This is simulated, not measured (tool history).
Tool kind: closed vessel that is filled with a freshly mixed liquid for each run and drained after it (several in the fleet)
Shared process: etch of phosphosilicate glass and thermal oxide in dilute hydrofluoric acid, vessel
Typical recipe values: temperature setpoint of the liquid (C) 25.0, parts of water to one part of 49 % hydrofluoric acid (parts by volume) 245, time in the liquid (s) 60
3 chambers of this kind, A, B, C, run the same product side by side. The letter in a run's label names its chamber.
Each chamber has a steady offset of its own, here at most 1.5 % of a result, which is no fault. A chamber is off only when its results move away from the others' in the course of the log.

run,hour,temperature setpoint of the liquid (C),parts of water to one part of 49 % hydrofluoric acid (parts by volume),time in the liquid (s),"read-back film thickness of the phosphosilicate glass reference wafer, read on the same gauge (nm)","read-back film thickness of the thermal oxide reference wafer, read on the same gauge (nm)",thickness taken off the phosphosilicate glass on a monitor wafer (angstrom),thickness taken off the thermal oxide on a monitor wafer (angstrom)
1A,11.7,25.0,245,60,59.990,150.00,216.70,9.3219
2B,19.7,25.0,245,60,59.983,150.01,215.43,9.3515
3C,30.7,25.0,245,60,59.989,150.00,212.89,9.7457
4B,43.3,25.0,245,60,59.996,150.03,215.05,9.4835
5A,49.3,25.0,245,60,59.991,150.01,216.94,9.6126
6C,61.4,25.0,245,30,59.994,149.97,105.63,4.5653
7C,74.0,25.0,245,30,60.007,149.99,107.27,4.8738
8B,85.4,25.0,245,30,60.000,150.00,108.37,4.7089
9A,91.7,25.0,245,60,59.994,149.99,217.78,9.3568
10C,97.3,25.0,245,60,59.990,150.00,212.39,9.2300
11B,104.5,22.5,245,60,60.007,149.98,197.95,8.7095
12A,115.8,22.5,245,60,59.995,150.00,197.13,8.4672
13A,127.6,22.5,245,60,60.023,150.00,198.00,8.5159
14B,139.6,25.0,245,60,60.007,149.99,216.09,9.4127
15C,147.8,25.0,245,60,59.987,150.04,212.91,9.3175
16B,158.0,25.0,245,60,60.007,150.02,218.08,9.3274
# hour 163.4: chamber A: hydrofluoric acid flow meter replaced
17A,164.4,25.0,245,60,59.977,150.00,215.81,9.7680
18C,174.3,25.0,245,60,60.042,149.99,215.00,9.2890
19A,179.9,30.0,245,45,60.017,149.99,192.35,8.3637
20C,189.8,30.0,245,45,60.025,150.01,189.94,8.6315
21B,202.2,30.0,245,45,59.980,150.02,192.77,8.3934
22A,212.1,29.5,150,60,60.014,150.03,463.32,19.8170
23B,218.5,29.5,150,60,60.006,149.97,459.47,19.4790
# hour 226.5: chamber C: thermometer replaced
24C,230.9,29.5,150,60,59.981,149.97,452.71,20.4130

What goes on in this fleet: one chamber off, a drifting gauge, or nothing beyond the chambers' own small offsets? Name the chamber and the cause, if any.

Nothing is wrong: each chamber keeps only its own small, steady offset and the gauge holds still.
